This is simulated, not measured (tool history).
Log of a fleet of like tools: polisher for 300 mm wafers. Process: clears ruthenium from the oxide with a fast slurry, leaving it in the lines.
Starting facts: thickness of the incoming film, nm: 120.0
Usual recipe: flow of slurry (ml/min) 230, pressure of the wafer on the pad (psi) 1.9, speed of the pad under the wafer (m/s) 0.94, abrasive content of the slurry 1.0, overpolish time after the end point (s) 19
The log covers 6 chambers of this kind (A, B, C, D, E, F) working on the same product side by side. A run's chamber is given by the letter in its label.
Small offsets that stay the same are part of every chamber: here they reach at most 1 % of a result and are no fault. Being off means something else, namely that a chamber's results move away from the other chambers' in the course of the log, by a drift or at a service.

| run | hour | flow of slurry (ml/min) | pressure of the wafer on the pad (psi) | speed of the pad under the wafer (m/s) | abrasive content of the slurry | overpolish time after the end point (s) | wafers polished on this pad | hours since the slurry nozzle was cleaned | hours since the head pressure was calibrated | hours since the slurry blender was calibrated | time until the end point was called (s) | dishing of a wide line in a test structure (nm) |
|---|---|---|---|---|---|---|---|---|---|---|---|---|
| 1A | 11.9 | 230 | 1.9 | 0.94 | 1.0 | 19 | 161 | 69.8 | 427.2 | 13.9 | 51.862 | 34.416 |
|  | 18.9 | chamber C: slurry blender recalibrated |
|  | 19.8 | chamber A: head pressure recalibrated |
|  | 23.3 | chamber D: worn pad replaced by a new one |
| 2C | 23.5 | 230 | 1.9 | 0.94 | 1.0 | 19 | 376 | 123.5 | 814.6 | 4.6 | 51.576 | 34.667 |
|  | 27.4 | chamber E: slurry nozzle cleaned |
|  | 29.9 | chamber F: worn pad replaced by a new one |
|  | 31.7 | chamber E: worn pad replaced by a new one |
| 3E | 35.3 | 230 | 1.9 | 0.94 | 1.0 | 19 | 33 | 7.9 | 777.8 | 47.0 | 51.408 | 34.672 |
| 4F | 41.2 | 230 | 1.9 | 0.94 | 1.0 | 19 | 103 | 73.3 | 290.5 | 205.4 | 52.900 | 34.612 |
|  | 46.4 | chamber B: worn pad replaced by a new one |
| 5D | 51.9 | 230 | 1.9 | 0.94 | 1.0 | 19 | 259 | 180.6 | 646.1 | 101.3 | 51.629 | 33.699 |
|  | 53.3 | chamber C: worn pad replaced by a new one |
|  | 59.4 | chamber C: head pressure recalibrated |
| 6B | 59.8 | 230 | 1.9 | 0.94 | 1.0 | 19 | 121 | 609.1 | 563.9 | 115.7 | 50.999 | 34.170 |
|  | 67.8 | chamber A: worn pad replaced by a new one |
| 7E | 71.8 | 230 | 2.3 | 0.94 | 1.0 | 12 | 363 | 44.4 | 814.3 | 83.5 | 43.430 | 27.009 |
| 8A | 83.0 | 230 | 2.3 | 0.94 | 1.0 | 12 | 138 | 140.9 | 63.2 | 85.0 | 43.457 | 26.736 |
|  | 90.6 | chamber D: slurry blender recalibrated |
| 9D | 93.4 | 230 | 2.3 | 0.94 | 1.0 | 12 | 634 | 222.1 | 687.6 | 2.9 | 42.738 | 27.269 |
|  | 94.8 | chamber D: worn pad replaced by a new one |
|  | 97.7 | chamber A: slurry blender recalibrated |
| 10C | 101.8 | 230 | 2.3 | 0.94 | 1.0 | 12 | 439 | 201.8 | 42.4 | 82.9 | 43.009 | 26.989 |
| 11F | 112.3 | 230 | 2.3 | 0.94 | 1.0 | 12 | 746 | 144.4 | 361.6 | 276.5 | 42.965 | 27.586 |
| 12B | 121.3 | 230 | 2.3 | 0.94 | 1.0 | 12 | 678 | 670.6 | 625.4 | 177.2 | 42.164 | 27.436 |
| 13E | 128.9 | 230 | 1.9 | 0.94 | 1.0 | 19 | 880 | 101.5 | 871.4 | 140.6 | 51.429 | 34.373 |
|  | 129.7 | chamber C: worn pad replaced by a new one |
|  | 130.0 | chamber A: worn pad replaced by a new one |
| 14A | 134.5 | 230 | 1.9 | 0.94 | 1.0 | 19 | 41 | 192.4 | 114.7 | 36.9 | 51.996 | 34.301 |
| 15C | 139.9 | 230 | 1.9 | 0.94 | 1.0 | 19 | 92 | 239.9 | 80.5 | 121.0 | 51.904 | 34.989 |
|  | 149.3 | chamber B: slurry blender recalibrated |
| 16D | 150.5 | 230 | 1.9 | 0.94 | 1.0 | 19 | 504 | 279.2 | 744.7 | 60.0 | 52.243 | 34.168 |
|  | 157.8 | chamber D: worn pad replaced by a new one |
| 17B | 162.1 | 230 | 1.9 | 0.94 | 1.0 | 19 | 1047 | 711.4 | 666.2 | 12.8 | 51.443 | 34.071 |
| 18F | 170.2 | 230 | 1.9 | 0.94 | 1.0 | 19 | 1270 | 202.3 | 419.5 | 334.4 | 51.594 | 34.213 |
|  | 173.0 | chamber E: worn pad replaced by a new one |
|  | 174.9 | chamber E: slurry blender recalibrated |
| 19A | 179.5 | 230 | 1.9 | 0.94 | 1.0 | 19 | 448 | 237.4 | 159.7 | 81.9 | 51.836 | 34.924 |
| 20D | 185.7 | 230 | 1.9 | 0.94 | 1.0 | 19 | 252 | 314.4 | 779.9 | 95.2 | 53.121 | 34.798 |
|  | 186.3 | chamber B: worn pad replaced by a new one |
|  | 192.0 | chamber F: worn pad replaced by a new one |
| 21E | 193.9 | 230 | 1.9 | 0.94 | 1.0 | 19 | 189 | 166.5 | 936.4 | 19.0 | 51.757 | 34.737 |
|  | 198.4 | chamber C: worn pad replaced by a new one |
|  | 202.8 | chamber E: slurry nozzle cleaned |
|  | 203.0 | chamber A: slurry blender recalibrated |
| 22C | 203.7 | 230 | 2.3 | 1.12 | 1.0 | 19 | 48 | 303.7 | 144.3 | 184.8 | 36.978 | 47.636 |
|  | 208.1 | chamber A: worn pad replaced by a new one |
|  | 210.1 | chamber B: slurry nozzle cleaned |
| 23F | 211.5 | 230 | 2.3 | 1.12 | 1.0 | 19 | 176 | 243.6 | 460.8 | 375.7 | 35.645 | 46.286 |
|  | 211.7 | chamber D: slurry blender recalibrated |
|  | 217.4 | chamber D: slurry nozzle cleaned |
| 24B | 217.8 | 230 | 2.3 | 1.12 | 1.0 | 19 | 285 | 7.7 | 721.9 | 68.5 | 35.046 | 47.056 |
| 25D | 225.8 | 230 | 2.3 | 1.12 | 1.0 | 19 | 615 | 8.4 | 820.0 | 14.1 | 36.217 | 47.280 |
|  | 229.9 | chamber D: worn pad replaced by a new one |
| 26B | 234.8 | 230 | 2.3 | 1.12 | 1.0 | 19 | 439 | 24.7 | 738.9 | 85.5 | 35.688 | 46.284 |
| 27C | 244.6 | 230 | 2.3 | 1.12 | 1.0 | 19 | 418 | 344.6 | 185.2 | 225.7 | 36.427 | 47.581 |
| 28F | 252.5 | 230 | 1.9 | 0.94 | 1.0 | 19 | 547 | 284.6 | 501.8 | 416.7 | 52.121 | 34.198 |
| 29A | 258.1 | 230 | 1.6 | 0.94 | 0.9 | 19 | 453 | 316.0 | 238.3 | 55.2 | 66.231 | 28.283 |
| 30E | 269.6 | 230 | 1.6 | 0.94 | 0.9 | 19 | 874 | 66.8 | 1012.1 | 94.7 | 66.063 | 29.769 |
|  | 271.0 | chamber A: worn pad replaced by a new one |
|  | 279.8 | chamber C: worn pad replaced by a new one |
| 31B | 280.2 | 230 | 1.6 | 0.94 | 0.9 | 19 | 850 | 70.1 | 784.3 | 130.9 | 63.542 | 28.139 |
| 32A | 292.0 | 230 | 1.6 | 0.94 | 0.9 | 19 | 190 | 349.9 | 272.2 | 89.1 | 66.146 | 27.397 |
|  | 295.9 | chamber F: slurry nozzle cleaned |
| 33E | 298.4 | 230 | 1.6 | 0.94 | 0.9 | 19 | 1135 | 95.6 | 1040.9 | 123.5 | 64.868 | 29.087 |
|  | 301.3 | chamber D: worn pad replaced by a new one |
|  | 301.3 | chamber E: worn pad replaced by a new one |
| 34C | 308.1 | 230 | 1.6 | 0.94 | 0.9 | 19 | 256 | 408.1 | 248.7 | 289.2 | 65.952 | 27.888 |
| 35F | 316.9 | 230 | 1.9 | 0.94 | 1.0 | 19 | 1130 | 21.0 | 566.2 | 481.1 | 51.849 | 34.173 |
| 36D | 324.3 | 230 | 1.9 | 0.94 | 1.0 | 19 | 208 | 106.9 | 918.5 | 112.6 | 51.994 | 34.324 |
| 37C | 332.2 | 230 | 1.9 | 0.94 | 1.0 | 19 | 474 | 432.2 | 272.8 | 313.3 | 52.943 | 35.005 |
|  | 333.4 | chamber D: slurry blender recalibrated |
|  | 336.0 | chamber E: head pressure recalibrated |
| 38D | 340.7 | 230 | 1.9 | 0.94 | 1.0 | 19 | 357 | 123.3 | 934.9 | 7.4 | 52.552 | 33.982 |
| 39E | 351.0 | 230 | 1.9 | 0.94 | 1.0 | 19 | 449 | 148.2 | 15.1 | 176.1 | 52.152 | 34.979 |

Has any chamber moved away from the others, gradually or after a service, or does the common gauge drift, or do the chambers differ only by their own small steady offsets? State the chamber and the most likely cause if one applies.

The fleet is healthy, with each chamber sitting at its usual small offset and no drift in the gauge.
